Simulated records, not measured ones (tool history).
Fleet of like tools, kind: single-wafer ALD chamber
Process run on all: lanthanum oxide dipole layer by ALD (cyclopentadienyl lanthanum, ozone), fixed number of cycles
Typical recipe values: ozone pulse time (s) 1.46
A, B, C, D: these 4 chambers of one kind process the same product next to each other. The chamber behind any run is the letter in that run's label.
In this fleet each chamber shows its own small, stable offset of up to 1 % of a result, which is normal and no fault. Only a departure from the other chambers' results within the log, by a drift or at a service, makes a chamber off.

run   hour  ozone pulse time (s)  read-back reference wafer on the same gauge, thickness_nm  mean film thickness on the monitor wafer (angstrom)
 1A    6.1                  1.46                                                      0.452                                               5.4286
 2C   12.3                  1.46                                                    0.45225                                               5.5213
 3D   18.8                  1.46                                                    0.45222                                               5.4338
 4B   25.9                  1.46                                                    0.45224                                               5.4765
 5A   35.8                  1.94                                                    0.45234                                               5.6164
 6D   46.3                  1.94                                                    0.45236                                               5.6437
 7C   52.4                  1.94                                                    0.45232                                               5.7066
 8B   59.4                  1.94                                                    0.45252                                               5.6826
 9A     65                  1.46                                                    0.45271                                               5.4393
10B   70.8                  1.98                                                    0.45271                                               5.6929
11C   76.7                  1.98                                                    0.45281                                                5.727
12D   85.9                  1.98                                                     0.4529                                               5.6335
13C   95.1                  1.98                                                    0.45283                                               5.7324
14D  102.8                  1.46                                                     0.4531                                               5.4536
15A    108                  1.67                                                    0.45312                                               5.5534
16B  114.9                  1.67                                                    0.45313                                               5.5913
17C  120.9                  1.67                                                    0.45327                                               5.6261
18D    126                  1.67                                                    0.45339                                               5.5591
19A  132.1                  1.46                                                    0.45313                                                5.433
20B  138.9                  1.46                                                    0.45323                                               5.4995
21C  146.9                  1.46                                                    0.45343                                               5.5279
22A  155.5                   1.1                                                    0.45348                                                5.108
23B  162.5                   1.1                                                    0.45355                                               5.1643
24D  170.6                   1.1                                                    0.45371                                               5.1293
25B  176.2                   1.1                                                    0.45371                                               5.1536
26D    182                  1.46                                                    0.45387                                               5.4599
27A  189.1                  1.46                                                    0.45364                                               5.4502
28C  194.3                  1.46                                                    0.45377                                               5.5384
29A  202.5                  1.46                                                    0.45399                                               5.4494
30B  212.9                  1.46                                                    0.45393                                               5.5024
       213  -- chamber B: ozone generator serviced
31D  221.5                  1.46                                                      0.454                                               5.4588
32C  228.9                  1.46                                                    0.45413                                               5.5296
33C  236.4                  1.46                                                    0.45433                                               5.5393
34A  246.7                  1.46                                                    0.45436                                               5.4508
35B  253.9                  1.76                                                    0.45449                                               5.6544

One chamber off, gauge drift, or nothing amiss beyond the chambers' own small offsets? If it is a chamber, which one, and what is the likeliest cause?

It is the gauge, not a chamber: its drift shows up in every chamber's results at once, and no chamber is off.
Most likely cause: gauge reads high (%) = 0.551.

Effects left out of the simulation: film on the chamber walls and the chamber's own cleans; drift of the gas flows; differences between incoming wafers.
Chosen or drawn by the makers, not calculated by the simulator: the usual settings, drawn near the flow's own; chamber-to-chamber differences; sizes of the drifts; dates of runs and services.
